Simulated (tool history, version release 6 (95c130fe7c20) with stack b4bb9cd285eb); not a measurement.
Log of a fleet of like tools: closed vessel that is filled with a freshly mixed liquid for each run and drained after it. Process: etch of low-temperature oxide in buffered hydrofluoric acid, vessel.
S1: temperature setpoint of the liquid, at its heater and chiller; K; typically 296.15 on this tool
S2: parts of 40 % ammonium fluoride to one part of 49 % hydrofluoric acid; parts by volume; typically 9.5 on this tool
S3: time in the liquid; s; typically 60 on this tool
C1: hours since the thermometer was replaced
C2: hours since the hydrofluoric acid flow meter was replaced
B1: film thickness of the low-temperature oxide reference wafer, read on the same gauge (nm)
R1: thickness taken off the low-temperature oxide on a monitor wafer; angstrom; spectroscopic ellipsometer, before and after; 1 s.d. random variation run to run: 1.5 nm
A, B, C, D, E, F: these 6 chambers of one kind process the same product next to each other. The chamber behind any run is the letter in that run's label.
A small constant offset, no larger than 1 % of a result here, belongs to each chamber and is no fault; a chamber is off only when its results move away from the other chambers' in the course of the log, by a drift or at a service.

run 1A hour=10 | S1=296.15 S2=9.5 S3=60 | C1=2133.2 C2=345.8 | B1=99.995 | R1=2017.7
run 2D hour=14.7 | S1=296.15 S2=9.5 S3=60 | C1=841 C2=836.4 | B1=99.999 | R1=2008.5
run 3B hour=21.6 | S1=296.15 S2=9.5 S3=60 | C1=948.2 C2=851.8 | B1=99.975 | R1=2002.5
run 4F hour=30.2 | S1=296.15 S2=9.5 S3=60 | C1=1443 C2=1184.7 | B1=100.01 | R1=2041.6
run 5C hour=35 | S1=296.15 S2=9.5 S3=60 | C1=1437.2 C2=65.4 | B1=100.03 | R1=2018
run 6E hour=43.2 | S1=296.15 S2=9.5 S3=60 | C1=298.2 C2=330.8 | B1=100.02 | R1=1977.9
run 7E hour=49.2 | S1=296.15 S2=9.5 S3=60 | C1=304.2 C2=336.8 | B1=100.02 | R1=1996.5
run 8A hour=57.2 | S1=296.15 S2=9.5 S3=60 | C1=2180.4 C2=393 | B1=100.01 | R1=2011
run 9D hour=62.6 | S1=296.15 S2=9.5 S3=60 | C1=888.9 C2=884.3 | B1=100.01 | R1=2022.8
run 10C hour=69 | S1=296.15 S2=9.5 S3=60 | C1=1471.2 C2=99.4 | B1=99.986 | R1=1997.8
run 11F hour=73.9 | S1=296.15 S2=9.5 S3=60 | C1=1486.7 C2=1228.4 | B1=100.02 | R1=2034.9
run 12B hour=80.6 | S1=296.15 S2=9.5 S3=60 | C1=1007.2 C2=910.8 | B1=100.01 | R1=2003
run 13C hour=85.4 | S1=296.15 S2=9.5 S3=60 | C1=1487.6 C2=115.8 | B1=100.01 | R1=1989.4
run 14B hour=91 | S1=296.15 S2=9.5 S3=60 | C1=1017.6 C2=921.2 | B1=99.979 | R1=1985.6
run 15F hour=100.9 | S1=296.15 S2=9.5 S3=60 | C1=1513.7 C2=1255.4 | B1=99.993 | R1=2027.9
run 16A hour=111.1 | S1=296.15 S2=9.5 S3=60 | C1=2234.3 C2=446.9 | B1=100.01 | R1=2012.9
run 17E hour=120 | S1=296.15 S2=9.5 S3=60 | C1=375 C2=407.6 | B1=100.01 | R1=2008.5
-- hour=123.3 chamber B: hydrofluoric acid flow meter replaced
run 18D hour=127.7 | S1=296.15 S2=9.5 S3=60 | C1=954 C2=949.4 | B1=99.962 | R1=2010.2
run 19F hour=135.1 | S1=296.15 S2=9.5 S3=60 | C1=1547.9 C2=1289.6 | B1=99.985 | R1=2013.4
run 20B hour=141.2 | S1=296.15 S2=9.5 S3=60 | C1=1067.8 C2=18 | B1=100.01 | R1=1999.4
run 21E hour=150 | S1=296.15 S2=9.5 S3=60 | C1=405 C2=437.6 | B1=99.99 | R1=2049.3
run 22D hour=154.5 | S1=296.15 S2=9.5 S3=60 | C1=980.8 C2=976.2 | B1=100.02 | R1=2009.4
run 23A hour=161.7 | S1=296.15 S2=9.5 S3=60 | C1=2284.9 C2=497.5 | B1=99.992 | R1=2006.2
run 24C hour=170.1 | S1=296.15 S2=9.5 S3=60 | C1=1572.3 C2=200.5 | B1=100 | R1=1995.4
run 25D hour=178.5 | S1=296.15 S2=9.5 S3=60 | C1=1004.8 C2=1000.2 | B1=100.01 | R1=2055.5
-- hour=181.4 chamber D: hydrofluoric acid flow meter replaced
run 26C hour=186.1 | S1=296.15 S2=9.5 S3=60 | C1=1588.3 C2=216.5 | B1=100 | R1=2019.1
run 27E hour=191.6 | S1=296.15 S2=8.5 S3=60 | C1=446.6 C2=479.2 | B1=99.997 | R1=2276.3
run 28B hour=201.8 | S1=296.15 S2=8.5 S3=60 | C1=1128.4 C2=78.6 | B1=99.985 | R1=2186.4
run 29F hour=209.4 | S1=296.15 S2=8.5 S3=60 | C1=1622.2 C2=1363.9 | B1=100.01 | R1=2240.8
run 30A hour=219.3 | S1=296.15 S2=8.5 S3=60 | C1=2342.5 C2=555.1 | B1=99.987 | R1=2228.9
run 31C hour=227.1 | S1=296.15 S2=8.5 S3=60 | C1=1629.3 C2=257.5 | B1=99.999 | R1=2232.7
run 32E hour=232.1 | S1=296.15 S2=8.5 S3=60 | C1=487.1 C2=519.7 | B1=100.01 | R1=2331.8
run 33A hour=238.7 | S1=296.15 S2=9.5 S3=60 | C1=2361.9 C2=574.5 | B1=99.963 | R1=2032.8
run 34B hour=246.1 | S1=296.15 S2=5.5 S3=30 | C1=1172.7 C2=122.9 | B1=99.975 | R1=1638.9
run 35D hour=253.6 | S1=296.15 S2=5.5 S3=30 | C1=1079.9 C2=72.3 | B1=99.964 | R1=1676.5
run 36F hour=260.2 | S1=296.15 S2=5.5 S3=30 | C1=1673 C2=1414.7 | B1=99.973 | R1=1709.2
run 37B hour=267.4 | S1=296.15 S2=5.5 S3=30 | C1=1194 C2=144.2 | B1=100.02 | R1=1648.7
-- hour=275.7 chamber E: hydrofluoric acid flow meter replaced
run 38C hour=276.7 | S1=296.15 S2=5.5 S3=30 | C1=1678.9 C2=307.1 | B1=100.01 | R1=1699.3
run 39E hour=282.2 | S1=296.15 S2=5.5 S3=30 | C1=537.2 C2=6.6 | B1=100.01 | R1=1781.2
run 40D hour=288 | S1=300.15 S2=9.5 S3=60 | C1=1114.3 C2=106.7 | B1=99.978 | R1=2513.1
run 41F hour=293 | S1=300.15 S2=9.5 S3=60 | C1=1705.8 C2=1447.5 | B1=100.02 | R1=2527.7

Next, all 6 chambers run the settings below, one line each with question marks for the results. What does each chamber give?
run 42A hour=300.4 | S1=296.15 S2=9.5 S3=60 | R1=?
run 42B hour=300.4 | S1=296.15 S2=9.5 S3=60 | R1=?
run 42C hour=300.4 | S1=296.15 S2=9.5 S3=60 | R1=?
run 42D hour=300.4 | S1=296.15 S2=9.5 S3=60 | R1=?
run 42E hour=300.4 | S1=296.15 S2=9.5 S3=60 | R1=?
run 42F hour=300.4 | S1=296.15 S2=9.5 S3=60 | R1=?

run=42A R1=1994.3
run=42B R1=1997.3
run=42C R1=1969.3
run=42D R1=2016.5
run=42E R1=2199.4
run=42F R1=2032.3
